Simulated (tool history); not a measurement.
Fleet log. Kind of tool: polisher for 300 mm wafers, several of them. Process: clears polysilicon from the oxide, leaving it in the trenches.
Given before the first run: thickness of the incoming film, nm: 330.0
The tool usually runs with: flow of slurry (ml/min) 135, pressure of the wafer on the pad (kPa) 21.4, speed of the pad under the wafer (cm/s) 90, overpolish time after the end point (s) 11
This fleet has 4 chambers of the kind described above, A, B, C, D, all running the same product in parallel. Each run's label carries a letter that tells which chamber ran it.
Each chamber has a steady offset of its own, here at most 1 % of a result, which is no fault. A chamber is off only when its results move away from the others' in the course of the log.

run,day,flow of slurry (ml/min),pressure of the wafer on the pad (kPa),speed of the pad under the wafer (cm/s),overpolish time after the end point (s),time until the end point was called (s),dishing of a wide line in a test structure (Å)
# day 0.275: chamber D: slurry nozzle cleaned
1B,0.4,135,21.4,90,11,25.721,453.25
2D,1.067,135,21.4,90,11,25.652,424.7
3C,1.421,135,21.4,90,11,26.428,460.04
4A,1.925,135,21.4,90,11,26.018,432.9
# day 2.033: chamber B: worn pad replaced by a new one
# day 2.35: chamber A: worn pad replaced by a new one
5B,2.538,135,21.4,90,11,25.611,446.98
6D,2.967,135,21.4,90,11,26.157,450.17
7C,3.296,135,21.4,90,11,26.389,457.26
# day 3.538: chamber C: worn pad replaced by a new one
8A,3.808,135,21.4,90,11,25.792,460.5
# day 3.933: chamber D: worn pad replaced by a new one
9A,4.421,135,21.4,90,11,25.372,445.82
10C,4.879,135,21.4,90,11,26.145,447.59
11B,5.279,135,24.1,90,6,23.119,379.33
# day 5.483: chamber C: slurry nozzle cleaned
12D,5.829,135,24.1,90,6,22.811,390.38
# day 5.904: chamber B: worn pad replaced by a new one
13B,6.25,135,24.1,90,6,23.045,397.27
14A,6.879,135,24.1,90,6,22.628,391.11
# day 6.904: chamber B: head pressure recalibrated
15C,7.208,115,21.4,90,6,26.556,378.21
# day 7.438: chamber A: worn pad replaced by a new one
16D,7.871,115,21.4,90,6,27.025,364.66
17D,8.404,115,21.4,90,6,27.046,379.14
18A,8.746,115,21.4,90,6,26.694,364.38
19B,9.125,135,21.4,90,11,26.33,437
20C,9.762,135,21.4,90,11,25.217,447.68
21B,10.225,135,21.4,90,11,25.982,454.28
# day 10.246: chamber C: worn pad replaced by a new one
# day 10.417: chamber B: worn pad replaced by a new one
22D,10.612,135,21.4,90,11,26.165,435.74
23A,11.058,135,21.4,90,11,25.46,435.99
# day 11.304: chamber D: worn pad replaced by a new one
24C,11.488,135,21.4,90,11,25.372,457.49
25C,11.85,135,21.4,90,11,25.214,449.9
26D,12.204,135,21.4,90,11,25.354,446.38
# day 12.425: chamber D: head pressure recalibrated
27B,12.629,135,21.4,90,11,26.183,430.02
28A,13.167,135,21.4,90,11,25.359,438.73
# day 13.308: chamber A: worn pad replaced by a new one
29D,13.708,135,21.4,90,11,25.859,441.87
30C,14.05,135,21.4,90,11,25.078,444.2
# day 14.171: chamber C: slurry nozzle cleaned
# day 14.571: chamber B: worn pad replaced by a new one
31A,14.683,135,21.4,90,11,25.527,450.01
32B,14.992,135,21.4,90,11,26.377,435.18
33C,15.467,135,21.4,90,11,24.514,448.9
34D,15.812,135,21.4,90,11,25.99,456.39
35B,16.25,135,21.4,90,11,25.823,434.04
36A,16.721,135,21.4,90,11,25.444,423.01
37B,17.158,135,21.4,90,11,25.592,424.95

Next, every chamber runs the same settings. What will each give?
38A,17.65,135,15.2,90,11,?,?
38B,17.65,135,15.2,90,11,?,?
38C,17.65,135,15.2,90,11,?,?
38D,17.65,135,15.2,90,11,?,?

run,time until the end point was called (s),dishing of a wide line in a test structure (Å)
38A,35.873,417.48
38B,35.527,411.32
38C,34.298,426.62
38D,36.753,404.59
